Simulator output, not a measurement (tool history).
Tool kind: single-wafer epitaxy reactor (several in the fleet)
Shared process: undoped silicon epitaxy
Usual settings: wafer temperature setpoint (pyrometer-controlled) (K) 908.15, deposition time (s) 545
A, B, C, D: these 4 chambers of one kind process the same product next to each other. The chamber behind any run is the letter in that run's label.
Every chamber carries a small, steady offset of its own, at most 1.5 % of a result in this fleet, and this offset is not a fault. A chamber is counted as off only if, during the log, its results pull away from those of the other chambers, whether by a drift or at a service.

run   hour  wafer temperature setpoint (pyrometer-controlled) (K)  deposition time (s)  read-back reference wafer on the same gauge, thickness_nm  mean film thickness on the monitor wafer (Å)
 1A    6.4                                                 908.15                  545                                                     66.213                                        664.78
 2B     12                                                 908.15                  545                                                     66.241                                        654.19
 3D   22.8                                                 908.15                  545                                                     66.201                                        651.08
 4C   28.7                                                 908.15                  545                                                     66.215                                        653.05
 5A   35.8                                                 898.15                  638                                                     66.284                                        618.33
 6C   42.9                                                 898.15                  638                                                      66.27                                        609.41
 7B   50.1                                                 898.15                  638                                                     66.276                                        611.34
 8D   60.2                                                 898.15                  638                                                      66.31                                        609.85
 9D   69.9                                                 908.15                  545                                                     66.299                                        651.38
10A   78.6                                                 908.15                  592                                                       66.3                                        722.64
11C   86.8                                                 908.15                  592                                                     66.315                                        710.91
12B   93.2                                                 908.15                  592                                                     66.358                                        710.68
13C  100.1                                                 908.15                  592                                                     66.317                                        711.53
14D  108.6                                                 919.15                  481                                                     66.398                                        733.71
15B  115.3                                                 919.15                  481                                                     66.355                                        736.84
16A  121.2                                                 919.15                  481                                                     66.365                                        751.14
17B  131.9                                                 919.15                  481                                                     66.418                                        736.16
18D    142                                                 908.15                  545                                                     66.395                                        653.86
19C  152.8                                                 908.15                  545                                                     66.444                                        658.76
20A  163.6                                                 908.15                  545                                                     66.441                                        667.32
21A  170.2                                                 908.15                  545                                                     66.453                                        664.99
22B  175.9                                                 908.15                  545                                                     66.469                                        654.48
23C  187.4                                                 908.15                  545                                                     66.456                                        656.68
24D  193.2                                                 908.15                  545                                                     66.471                                        653.76
25B  200.1                                                 908.15                  545                                                     66.516                                        653.85
26A  209.2                                                 908.15                  545                                                      66.51                                        667.76
27D  220.6                                                 908.15                  545                                                     66.561                                        654.55
28C  232.1                                                 908.15                  545                                                     66.553                                        656.77
29D  237.3                                                 908.15                  545                                                     66.524                                         654.5
30C  245.6                                                 908.15                  545                                                     66.547                                         657.7
31B  257.4                                                 908.15                  545                                                     66.602                                        656.35
32A  265.8                                                 908.15                  545                                                     66.581                                        669.38
33B    273                                                 900.15                  589                                                     66.602                                         592.5
34C    283                                                 900.15                  589                                                     66.615                                        592.09
35D  293.2                                                 900.15                  589                                                     66.625                                        592.21

Next, all 4 chambers run the settings below, one line each with question marks for the results. What does each chamber give?
36A  301.8                                                 908.15                  545                                                                                                        ?
36B  301.8                                                 908.15                  545                                                                                                        ?
36C  301.8                                                 908.15                  545                                                                                                        ?
36D  301.8                                                 908.15                  545                                                                                                        ?

run  mean film thickness on the monitor wafer (Å)
36A                                        669.97
36B                                        657.38
36C                                        658.96
36D                                         655.9

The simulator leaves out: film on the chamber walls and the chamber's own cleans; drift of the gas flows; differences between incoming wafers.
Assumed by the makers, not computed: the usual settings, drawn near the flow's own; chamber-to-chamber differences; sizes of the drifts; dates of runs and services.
